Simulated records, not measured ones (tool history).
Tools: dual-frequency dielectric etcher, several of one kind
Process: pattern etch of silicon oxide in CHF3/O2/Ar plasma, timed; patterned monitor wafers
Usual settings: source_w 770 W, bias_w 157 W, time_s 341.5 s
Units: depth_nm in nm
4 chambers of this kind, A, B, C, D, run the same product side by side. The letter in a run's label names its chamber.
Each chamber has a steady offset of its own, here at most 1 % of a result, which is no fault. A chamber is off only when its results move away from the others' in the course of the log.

| run | day | source_w | bias_w | time_s | hours since the last wet clean | hours since the last source power generator calibration | hours since the last bias power generator calibration | read-back reference wafer on the same gauge, depth_nm | depth_nm |
|---|---|---|---|---|---|---|---|---|---|
| 1A | 0.246 | 770 | 157 | 341.5 | 376.4 | 2477.4 | 304.1 | 629.92 | 710.51 |
| 2D | 0.771 | 770 | 157 | 341.5 | 365.7 | 3459.1 | 3857.2 | 630.18 | 714.20 |
| 3B | 1.212 | 770 | 157 | 341.5 | 512.7 | 1468.7 | 1418.5 | 630.21 | 713.57 |
|  | 1.317 | chamber B: wet clean of the chamber |
| 4C | 1.588 | 770 | 157 | 341.5 | 401.6 | 145.6 | 1715.8 | 630.35 | 707.42 |
| 5C | 1.996 | 770 | 172 | 266.0 | 411.4 | 155.4 | 1725.6 | 630.37 | 566.77 |
|  | 2.196 | chamber D: wet clean of the chamber |
| 6A | 2.325 | 770 | 172 | 266.0 | 426.3 | 2527.3 | 354.0 | 630.58 | 571.22 |
| 7B | 2.854 | 770 | 172 | 266.0 | 37.0 | 1508.1 | 1457.9 | 630.65 | 572.94 |
| 8D | 3.129 | 770 | 172 | 266.0 | 22.5 | 3515.7 | 3913.8 | 630.38 | 576.31 |
|  | 3.350 | chamber C: wet clean of the chamber |
| 9C | 3.583 | 770 | 157 | 341.5 | 5.6 | 193.5 | 1763.7 | 630.69 | 707.59 |
| 10A | 4.054 | 770 | 157 | 341.5 | 467.8 | 2568.8 | 395.5 | 630.66 | 710.11 |
|  | 4.129 | chamber A: wet clean of the chamber |
| 11D | 4.396 | 770 | 157 | 341.5 | 52.9 | 3546.1 | 3944.2 | 630.98 | 716.12 |
| 12B | 4.817 | 770 | 157 | 341.5 | 84.1 | 1555.2 | 1505.0 | 630.73 | 715.76 |
| 13C | 5.354 | 770 | 157 | 341.5 | 48.1 | 236.0 | 1806.2 | 630.93 | 707.37 |
| 14D | 5.783 | 770 | 157 | 341.5 | 86.2 | 3579.4 | 3977.5 | 631.17 | 716.29 |
| 15A | 6.117 | 770 | 157 | 341.5 | 47.8 | 2618.3 | 445.0 | 631.23 | 711.90 |
| 16B | 6.500 | 770 | 157 | 341.5 | 124.5 | 1595.6 | 1545.4 | 631.19 | 716.42 |
| 17B | 7.025 | 770 | 157 | 341.5 | 137.1 | 1608.2 | 1558.0 | 631.28 | 714.65 |
| 18C | 7.417 | 770 | 157 | 341.5 | 97.6 | 285.5 | 1855.7 | 631.34 | 707.31 |
| 19D | 7.904 | 770 | 157 | 341.5 | 137.1 | 3630.3 | 4028.4 | 631.50 | 717.94 |
| 20A | 8.275 | 680 | 181 | 341.5 | 99.6 | 2670.1 | 496.8 | 631.50 | 711.50 |
| 21C | 8.542 | 680 | 181 | 341.5 | 124.6 | 312.5 | 1882.7 | 631.61 | 708.89 |
| 22D | 8.967 | 680 | 181 | 341.5 | 162.6 | 3655.8 | 4053.9 | 631.43 | 715.95 |
|  | 9.150 | chamber D: source power generator calibrated |
| 23B | 9.329 | 680 | 181 | 341.5 | 192.4 | 1663.5 | 1613.3 | 631.60 | 714.79 |
| 24A | 9.625 | 770 | 157 | 405.5 | 132.0 | 2702.5 | 529.2 | 631.61 | 847.42 |
| 25C | 10.142 | 770 | 157 | 405.5 | 163.0 | 350.9 | 1921.1 | 631.70 | 840.83 |
| 26B | 10.521 | 770 | 157 | 405.5 | 221.0 | 1692.1 | 1641.9 | 631.75 | 849.57 |
| 27D | 10.888 | 770 | 157 | 405.5 | 208.7 | 41.8 | 4100.0 | 631.94 | 852.45 |
| 28A | 11.150 | 770 | 157 | 341.5 | 168.6 | 2739.1 | 565.8 | 632.01 | 713.31 |
| 29A | 11.688 | 770 | 157 | 341.5 | 181.5 | 2752.0 | 578.7 | 632.13 | 713.79 |
| 30D | 12.167 | 770 | 185 | 414.5 | 239.4 | 72.5 | 4130.7 | 632.18 | 921.13 |
| 31B | 12.617 | 770 | 185 | 414.5 | 271.3 | 1742.4 | 1692.2 | 632.31 | 917.30 |
| 32C | 12.904 | 770 | 185 | 414.5 | 229.3 | 417.2 | 1987.4 | 632.25 | 909.61 |
| 33D | 13.333 | 770 | 185 | 414.5 | 267.4 | 100.5 | 4158.7 | 632.36 | 920.66 |
| 34A | 13.825 | 770 | 157 | 341.5 | 232.8 | 2803.3 | 630.0 | 632.25 | 714.38 |
| 35B | 14.100 | 770 | 157 | 341.5 | 306.9 | 1778.0 | 1727.8 | 632.58 | 715.84 |
| 36C | 14.525 | 770 | 128 | 383.0 | 268.2 | 456.1 | 2026.3 | 632.58 | 744.96 |
| 37D | 14.775 | 770 | 128 | 383.0 | 302.0 | 135.1 | 4193.3 | 632.66 | 755.66 |
| 38B | 15.117 | 770 | 128 | 383.0 | 331.3 | 1802.4 | 1752.2 | 632.72 | 755.21 |
| 39A | 15.571 | 770 | 128 | 383.0 | 274.7 | 2845.2 | 671.9 | 632.53 | 754.12 |
| 40C | 15.950 | 770 | 157 | 341.5 | 302.4 | 490.3 | 2060.5 | 632.94 | 708.96 |
| 41B | 16.454 | 770 | 157 | 341.5 | 363.4 | 1834.5 | 1784.3 | 632.90 | 716.34 |
| 42A | 16.871 | 770 | 157 | 341.5 | 305.9 | 2876.4 | 703.1 | 632.97 | 715.73 |
| 43D | 17.121 | 770 | 157 | 341.5 | 358.3 | 191.4 | 4249.6 | 632.87 | 718.97 |

What goes on in this fleet: one chamber off, a drifting gauge, or nothing beyond the chambers' own small offsets? Name the chamber and the cause, if any.

The gauge drifts, so all chambers seem to drift together. No chamber is off.
Cause: gauge reads high (%) = 0.489.

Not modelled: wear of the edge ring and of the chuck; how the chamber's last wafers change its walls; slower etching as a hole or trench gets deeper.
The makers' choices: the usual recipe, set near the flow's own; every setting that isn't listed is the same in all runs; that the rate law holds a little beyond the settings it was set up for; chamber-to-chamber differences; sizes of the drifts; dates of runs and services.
